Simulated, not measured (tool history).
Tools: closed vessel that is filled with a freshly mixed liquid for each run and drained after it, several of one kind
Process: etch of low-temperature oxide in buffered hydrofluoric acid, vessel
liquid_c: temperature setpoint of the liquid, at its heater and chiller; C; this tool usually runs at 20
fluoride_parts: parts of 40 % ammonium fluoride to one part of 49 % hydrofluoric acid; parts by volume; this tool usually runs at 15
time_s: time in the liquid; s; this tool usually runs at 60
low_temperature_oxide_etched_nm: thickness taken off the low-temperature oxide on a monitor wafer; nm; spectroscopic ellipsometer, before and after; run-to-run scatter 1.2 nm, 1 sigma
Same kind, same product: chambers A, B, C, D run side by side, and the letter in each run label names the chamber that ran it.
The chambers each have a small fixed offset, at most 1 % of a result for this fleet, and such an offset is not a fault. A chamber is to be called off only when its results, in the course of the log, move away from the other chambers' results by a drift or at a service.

| run | day | liquid_c | fluoride_parts | time_s | read-back film thickness of the low-temperature oxide reference wafer, read on the same gauge (nm) | low_temperature_oxide_etched_nm |
|---|---|---|---|---|---|---|
| 1C | 0.183 | 20 | 15 | 60 | 50.002 | 144.21 |
| 2B | 0.429 | 20 | 15 | 60 | 49.992 | 139.83 |
| 3A | 0.583 | 20 | 15 | 60 | 50.007 | 143.64 |
| 4D | 0.696 | 20 | 15 | 60 | 49.998 | 139.98 |
| 5A | 0.904 | 20 | 15 | 60 | 50.031 | 140.79 |
| 6B | 1.121 | 20 | 15 | 60 | 49.974 | 138.33 |
| 7D | 1.358 | 20 | 15 | 60 | 49.991 | 140.87 |
| 8C | 1.604 | 20 | 15 | 60 | 50.018 | 140.92 |
| 9A | 1.796 | 20 | 15 | 60 | 49.982 | 144.76 |
| 10B | 1.942 | 20 | 15 | 60 | 49.985 | 143.04 |
| 11D | 2.112 | 20 | 15 | 60 | 50.006 | 140.49 |
| 12C | 2.342 | 20 | 15 | 60 | 49.994 | 142.53 |
| 13C | 2.542 | 20 | 15 | 60 | 49.989 | 141.96 |
| 14B | 2.75 | 20 | 15 | 60 | 49.989 | 141.64 |
| 15D | 2.862 | 20 | 15 | 60 | 49.983 | 140.91 |
| 16A | 3.067 | 20 | 15 | 60 | 49.998 | 146.17 |
| 17A | 3.238 | 20 | 11.5 | 60 | 49.996 | 190.36 |
| 18B | 3.438 | 20 | 11.5 | 60 | 50.006 | 184.49 |
| 19D | 3.588 | 20 | 11.5 | 60 | 49.982 | 182.08 |
| 20C | 3.725 | 20 | 11.5 | 60 | 49.999 | 184.55 |
| 21A | 3.854 | 20 | 15 | 60 | 50.014 | 150.52 |
| 22D | 4.008 | 20 | 15 | 60 | 49.995 | 141.92 |
| 23B | 4.158 | 20 | 17 | 90 | 49.989 | 187.47 |
| 24C | 4.388 | 20 | 17 | 90 | 49.947 | 188.57 |

Read the log: is a single chamber off, either drifting away or since a service, is the gauge that measures every chamber drifting, or is nothing wrong beyond small per-chamber offsets? Name any odd chamber and what most likely caused it.

Chamber A drifts away from the others.
Likeliest cause: liquid hotter than its thermometer reads (K) = 1.58.
The log may not tell that from: hydrofluoric acid flow above the setpoint (%).

Below are 4 candidate recipes for chamber A's next run, each the usual settings with a change, their results shown as question marks. Which of them brings A's results back in line with what the other chambers give on the usual settings?
In line means no further than this from the other chambers' mean on the usual settings: low_temperature_oxide_etched_nm 4.4 nm
| 25A-1 | 4.571 | 20 | 15 | 65 |  | ? |
| 25A-2 | 4.571 | 18.5 | 15 | 60 |  | ? |
| 25A-3 | 4.571 | 20.5 | 15 | 60 |  | ? |
| 25A-4 | 4.571 | 20 | 15.5 | 60 |  | ? |

Other chambers, usual settings, mean: low_temperature_oxide_etched_nm 141.93 nm
| run | low_temperature_oxide_etched_nm |
|---|---|
| 25A-1 | 167.13 |
| 25A-2 | 141.73 |
| 25A-3 | 158.69 |
| 25A-4 | 149.44 |
The answer is 25A-2, which returns the chamber to within the allowed miss of the others.
